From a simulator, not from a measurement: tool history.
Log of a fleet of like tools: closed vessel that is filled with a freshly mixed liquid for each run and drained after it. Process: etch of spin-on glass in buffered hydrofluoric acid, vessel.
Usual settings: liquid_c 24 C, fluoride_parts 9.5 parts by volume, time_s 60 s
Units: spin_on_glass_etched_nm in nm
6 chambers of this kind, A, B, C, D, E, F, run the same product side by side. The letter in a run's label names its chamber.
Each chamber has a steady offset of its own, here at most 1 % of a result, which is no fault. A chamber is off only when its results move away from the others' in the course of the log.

run,hour,liquid_c,fluoride_parts,time_s,"read-back film thickness of the spin-on glass reference wafer, read on the same gauge (nm)",spin_on_glass_etched_nm
1B,6,24,9.5,60,99.965,169.11
2E,10.9,24,9.5,60,99.981,169.9
3F,16.2,24,9.5,60,100.02,172.48
4C,23.4,24,9.5,60,100.04,169.41
5D,28.9,24,9.5,60,99.994,168.59
6A,35.8,24,9.5,35,100.06,99.205
7A,41.1,24,9.5,35,100.02,99.223
8C,47.4,24,9.5,35,100.02,98.623
9B,53.5,24,9.5,35,100.01,99.424
10F,57.4,24,9.5,35,100.01,100.08
11E,63.7,24,9.5,35,99.969,99.064
12D,69.4,24,9.5,60,100,168.69
13F,75.2,24,9.5,60,99.999,173.04
14A,78.6,24,9.5,60,99.964,171.12
15D,85,24,9.5,60,100.05,169.86
16E,88.9,24,9.5,60,99.977,169.59
17B,96,24,9.5,60,99.978,171.2
18C,100.9,24,9.5,60,100.03,172.77
19F,107.5,24,9.5,60,100.04,170.65
20E,113.3,24,9.5,60,99.979,168.78
21D,118,26.5,9.5,40,100.03,129.88
# hour 119.3: chamber D: hydrofluoric acid flow meter replaced
22C,121.7,26.5,9.5,40,100.02,131.67
23A,128.6,26.5,9.5,40,99.973,128.92
24B,134.7,26.5,9.5,40,99.973,130.62
25D,138.9,26.5,9.5,40,100.03,129.1
26F,145.6,26.5,9.5,40,99.978,130.42
27A,150,24,9.5,60,100,169.85
# hour 152.8: chamber A: thermometer replaced
28C,154.5,24,9.5,60,99.986,175.03
29B,161.6,24,9.5,60,100.03,171.51
30E,167.9,21.5,9.5,45,100.02,111.14
31D,174.9,21.5,9.5,45,100,110.33
32B,179.4,21.5,9.5,45,99.976,111.76
33C,183.9,21.5,9.5,45,99.982,115.43
34F,188.6,21.5,9.5,45,100.01,111.96
35A,195.8,21.5,9.5,45,99.997,111.34
36E,200.7,24,9.5,60,99.972,168.68
37D,205.2,24,9.5,60,99.999,169.16
38B,211.2,24,9.5,60,100.02,170.44
39F,216.4,24,8,60,100,201.66
40A,220.3,24,8,60,100.03,197.49
41C,226.6,24,8,60,100.02,206.59
42E,234.3,24,8,60,100,199.47
43A,240,24,8,60,99.992,197.11
44B,247.6,24,8,60,100.02,200.52

Is one chamber off against the others, does the gauge drift, or is nothing wrong? If a chamber is off, say which, and what the likeliest cause is.

Chamber C drifts away from the others.
Cause: liquid hotter than its thermometer reads (K) = 1.
The log may not tell that from: hydrofluoric acid flow above the setpoint (%).

Here are 4 candidates for chamber C's next run, each the usual settings with a change, their results left as question marks. Which one brings its results back in line with what the others give on the usual settings?
In line means no further than this from the other chambers' mean on the usual settings: spin_on_glass_etched_nm 2.6 nm
45C-1,253.2,23.5,9.5,60,,?
45C-2,253.2,23,9.5,60,,?
45C-3,253.2,25,9.5,60,,?
45C-4,253.2,24.5,9.5,60,,?

The other chambers' mean on the usual settings: spin_on_glass_etched_nm 170.22 nm
run,spin_on_glass_etched_nm
45C-1,174.24
45C-2,169.65
45C-3,188.75
45C-4,183.83
45C-2 brings the chamber back in line.
